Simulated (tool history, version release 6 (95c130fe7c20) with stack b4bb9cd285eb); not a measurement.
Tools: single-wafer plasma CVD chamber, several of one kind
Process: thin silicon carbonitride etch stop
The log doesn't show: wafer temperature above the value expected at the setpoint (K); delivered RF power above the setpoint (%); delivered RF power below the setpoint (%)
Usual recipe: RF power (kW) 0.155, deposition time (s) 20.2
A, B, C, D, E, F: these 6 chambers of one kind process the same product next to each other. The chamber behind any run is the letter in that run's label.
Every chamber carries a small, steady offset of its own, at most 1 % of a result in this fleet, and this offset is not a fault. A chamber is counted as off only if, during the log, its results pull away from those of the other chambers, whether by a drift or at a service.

run,hour,RF power (kW),deposition time (s),hours since the last thermocouple change,hours since the last RF generator calibration,"read-back reference wafer on the same gauge, thickness_nm",mean film thickness on the monitor wafer (nm)
1D,3.4,0.155,20.2,820,706.8,11.302,10.57
2E,9,0.155,20.2,333.1,2039.5,11.305,10.573
3A,14.8,0.155,20.2,174.9,1563.7,11.302,10.625
4C,17.7,0.155,20.2,681.4,1180.9,11.306,10.578
5F,22.5,0.155,20.2,1568.9,804.6,11.311,10.576
6B,25.2,0.155,20.2,474.7,1962,11.312,10.759
7F,30,0.155,20.2,1576.4,812.1,11.308,10.562
8B,33.8,0.155,20.2,483.3,1970.6,11.312,10.749
9C,37.9,0.155,20.2,701.6,1201.1,11.312,10.602
10E,43.1,0.155,20.2,367.2,2073.6,11.311,10.62
# hour 44.9: chamber D: thermocouple changed; heater temperature recalibrated
11D,46.9,0.155,20.2,2,750.3,11.314,10.595
12A,51.7,0.155,20.2,211.8,1600.6,11.317,10.611
13F,56.7,0.125,23.3,1603.1,838.8,11.318,11.448
14C,62.1,0.125,23.3,725.8,1225.3,11.318,11.477
15E,65.2,0.125,23.3,389.3,2095.7,11.321,11.483
16D,67.8,0.125,23.3,22.9,771.2,11.321,11.458
17B,71.1,0.125,23.3,520.6,2007.9,11.323,11.624
18A,74.4,0.125,23.3,234.5,1623.3,11.324,11.495
19D,78.8,0.155,20.2,33.9,782.2,11.326,10.605
20E,83.7,0.155,20.2,407.8,2114.2,11.326,10.621
21B,86.8,0.155,20.2,536.3,2023.6,11.325,10.77
22C,91.1,0.155,20.2,754.8,1254.3,11.327,10.6
23A,96.9,0.14,21.6,257,1645.8,11.335,11.003
24F,100.9,0.14,21.6,1647.3,883,11.334,10.978
25D,106.3,0.14,21.6,61.4,809.7,11.338,11
26A,111.1,0.14,21.6,271.2,1660,11.336,11.064
27B,116.7,0.14,21.6,566.2,2053.5,11.339,11.176
28C,120.6,0.14,21.6,784.3,1283.8,11.338,11.005
29E,124,0.155,20.2,448.1,2154.5,11.341,10.611
30F,128.5,0.155,20.2,1674.9,910.6,11.342,10.604
31B,131.9,0.155,20.2,581.4,2068.7,11.342,10.771
32C,134.8,0.155,20.2,798.5,1298,11.343,10.613
33F,139.6,0.185,17.2,1686,921.7,11.344,9.5178
34E,143,0.185,17.2,467.1,2173.5,11.348,9.5306
35D,148.7,0.185,17.2,103.8,852.1,11.349,9.5551
36A,154.6,0.185,17.2,314.7,1703.5,11.351,9.5803
37E,157.6,0.185,17.2,481.7,2188.1,11.353,9.5512
38A,160.4,0.185,17.2,320.5,1709.3,11.352,9.5891
39B,164,0.155,20.2,613.5,2100.8,11.35,10.776

All 6 chambers run these settings next. Forecast each chamber's results:
40A,168.3,0.155,22.4,,,,?
40B,168.3,0.155,22.4,,,,?
40C,168.3,0.155,22.4,,,,?
40D,168.3,0.155,22.4,,,,?
40E,168.3,0.155,22.4,,,,?
40F,168.3,0.155,22.4,,,,?

run,mean film thickness on the monitor wafer (nm)
40A,11.794
40B,11.93
40C,11.796
40D,11.77
40E,11.792
40F,11.789
